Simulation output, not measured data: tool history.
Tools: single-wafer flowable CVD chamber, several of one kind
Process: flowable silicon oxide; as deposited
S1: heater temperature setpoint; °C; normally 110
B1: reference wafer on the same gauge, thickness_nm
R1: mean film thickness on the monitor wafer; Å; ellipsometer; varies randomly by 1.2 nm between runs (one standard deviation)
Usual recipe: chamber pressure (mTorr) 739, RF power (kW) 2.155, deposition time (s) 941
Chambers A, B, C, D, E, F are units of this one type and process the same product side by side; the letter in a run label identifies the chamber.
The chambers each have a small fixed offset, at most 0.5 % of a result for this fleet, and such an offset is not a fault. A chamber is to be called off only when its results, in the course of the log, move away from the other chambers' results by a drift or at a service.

run 1E day=0.212 | S1=110 chamber_pressure_(mTorr)=739 RF_power_(kW)=2.155 deposition_time_(s)=941 | B1=395.90 | R1=3743.5
run 2A day=0.588 | S1=110 chamber_pressure_(mTorr)=739 RF_power_(kW)=2.155 deposition_time_(s)=941 | B1=395.99 | R1=3744.4
run 3D day=0.796 | S1=110 chamber_pressure_(mTorr)=739 RF_power_(kW)=2.155 deposition_time_(s)=941 | B1=395.84 | R1=3723.7
run 4F day=1.171 | S1=110 chamber_pressure_(mTorr)=739 RF_power_(kW)=2.155 deposition_time_(s)=941 | B1=395.89 | R1=3748.4
run 5C day=1.542 | S1=110 chamber_pressure_(mTorr)=739 RF_power_(kW)=2.155 deposition_time_(s)=941 | B1=396.25 | R1=3752.3
run 6B day=1.929 | S1=123 chamber_pressure_(mTorr)=739 RF_power_(kW)=2.155 deposition_time_(s)=870 | B1=396.14 | R1=2355.8
run 7B day=2.167 | S1=123 chamber_pressure_(mTorr)=739 RF_power_(kW)=2.155 deposition_time_(s)=870 | B1=395.98 | R1=2369.4
run 8F day=2.558 | S1=123 chamber_pressure_(mTorr)=739 RF_power_(kW)=2.155 deposition_time_(s)=870 | B1=396.30 | R1=2347.1
run 9E day=2.762 | S1=123 chamber_pressure_(mTorr)=739 RF_power_(kW)=2.155 deposition_time_(s)=870 | B1=395.91 | R1=2353.7
run 10A day=3.000 | S1=123 chamber_pressure_(mTorr)=739 RF_power_(kW)=2.155 deposition_time_(s)=870 | B1=396.10 | R1=2350.0
run 11D day=3.262 | S1=123 chamber_pressure_(mTorr)=739 RF_power_(kW)=2.155 deposition_time_(s)=870 | B1=396.00 | R1=2359.3
run 12C day=3.454 | S1=110 chamber_pressure_(mTorr)=739 RF_power_(kW)=2.155 deposition_time_(s)=941 | B1=395.76 | R1=3754.1
run 13A day=3.708 | S1=110 chamber_pressure_(mTorr)=739 RF_power_(kW)=2.155 deposition_time_(s)=941 | B1=396.32 | R1=3749.8
run 14B day=4.096 | S1=110 chamber_pressure_(mTorr)=739 RF_power_(kW)=2.155 deposition_time_(s)=941 | B1=395.79 | R1=3742.8
run 15E day=4.367 | S1=110 chamber_pressure_(mTorr)=739 RF_power_(kW)=2.155 deposition_time_(s)=941 | B1=396.48 | R1=3743.9
run 16D day=4.617 | S1=110 chamber_pressure_(mTorr)=739 RF_power_(kW)=2.155 deposition_time_(s)=941 | B1=396.19 | R1=3724.1
run 17C day=5.008 | S1=110 chamber_pressure_(mTorr)=739 RF_power_(kW)=2.155 deposition_time_(s)=941 | B1=395.72 | R1=3745.8
run 18F day=5.279 | S1=110 chamber_pressure_(mTorr)=739 RF_power_(kW)=2.155 deposition_time_(s)=941 | B1=396.04 | R1=3705.6
run 19E day=5.533 | S1=110 chamber_pressure_(mTorr)=739 RF_power_(kW)=2.155 deposition_time_(s)=941 | B1=396.24 | R1=3750.4
run 20F day=5.921 | S1=110 chamber_pressure_(mTorr)=739 RF_power_(kW)=1.940 deposition_time_(s)=779 | B1=395.88 | R1=3029.0
run 21A day=6.262 | S1=110 chamber_pressure_(mTorr)=739 RF_power_(kW)=1.940 deposition_time_(s)=779 | B1=395.85 | R1=3028.4
run 22B day=6.592 | S1=110 chamber_pressure_(mTorr)=739 RF_power_(kW)=1.940 deposition_time_(s)=779 | B1=395.85 | R1=3058.6
-- day=6.758 chamber D: capacitance manometer re-zeroed and calibrated
run 23C day=6.775 | S1=110 chamber_pressure_(mTorr)=739 RF_power_(kW)=1.940 deposition_time_(s)=779 | B1=396.17 | R1=3061.7
run 24D day=6.996 | S1=110 chamber_pressure_(mTorr)=739 RF_power_(kW)=1.940 deposition_time_(s)=779 | B1=395.96 | R1=3024.6
run 25C day=7.321 | S1=110 chamber_pressure_(mTorr)=739 RF_power_(kW)=1.940 deposition_time_(s)=779 | B1=395.76 | R1=3032.1
run 26B day=7.717 | S1=110 chamber_pressure_(mTorr)=739 RF_power_(kW)=2.155 deposition_time_(s)=941 | B1=396.16 | R1=3756.7
run 27E day=7.983 | S1=110 chamber_pressure_(mTorr)=739 RF_power_(kW)=2.155 deposition_time_(s)=941 | B1=396.00 | R1=3752.2
run 28F day=8.329 | S1=110 chamber_pressure_(mTorr)=739 RF_power_(kW)=2.155 deposition_time_(s)=941 | B1=396.05 | R1=3732.1
run 29D day=8.646 | S1=101 chamber_pressure_(mTorr)=739 RF_power_(kW)=2.155 deposition_time_(s)=941 | B1=395.98 | R1=5032.2
run 30A day=8.892 | S1=101 chamber_pressure_(mTorr)=739 RF_power_(kW)=2.155 deposition_time_(s)=941 | B1=395.85 | R1=5059.5
run 31C day=9.096 | S1=101 chamber_pressure_(mTorr)=739 RF_power_(kW)=2.155 deposition_time_(s)=941 | B1=395.62 | R1=5073.0
run 32A day=9.475 | S1=101 chamber_pressure_(mTorr)=739 RF_power_(kW)=2.155 deposition_time_(s)=941 | B1=396.03 | R1=5091.6
run 33F day=9.867 | S1=101 chamber_pressure_(mTorr)=739 RF_power_(kW)=2.155 deposition_time_(s)=941 | B1=396.05 | R1=5010.8
-- day=9.875 chamber B: capacitance manometer re-zeroed and calibrated
run 34D day=10.154 | S1=101 chamber_pressure_(mTorr)=739 RF_power_(kW)=2.155 deposition_time_(s)=941 | B1=395.94 | R1=5002.8
run 35E day=10.450 | S1=110 chamber_pressure_(mTorr)=739 RF_power_(kW)=2.155 deposition_time_(s)=941 | B1=396.12 | R1=3740.7
run 36B day=10.783 | S1=110 chamber_pressure_(mTorr)=739 RF_power_(kW)=2.155 deposition_time_(s)=941 | B1=396.00 | R1=3745.7
run 37B day=11.033 | S1=110 chamber_pressure_(mTorr)=739 RF_power_(kW)=2.155 deposition_time_(s)=941 | B1=395.80 | R1=3748.3
run 38D day=11.425 | S1=110 chamber_pressure_(mTorr)=739 RF_power_(kW)=2.155 deposition_time_(s)=941 | B1=395.90 | R1=3750.8
run 39F day=11.633 | S1=110 chamber_pressure_(mTorr)=739 RF_power_(kW)=2.155 deposition_time_(s)=941 | B1=395.98 | R1=3716.4
run 40A day=12.012 | S1=110 chamber_pressure_(mTorr)=739 RF_power_(kW)=2.155 deposition_time_(s)=941 | B1=396.08 | R1=3756.6

Is one chamber off against the others, does the gauge drift, or is nothing wrong? If a chamber is off, say which, and what the likeliest cause is.

No chamber stands off beyond its own small offset, and the gauge holds steady.
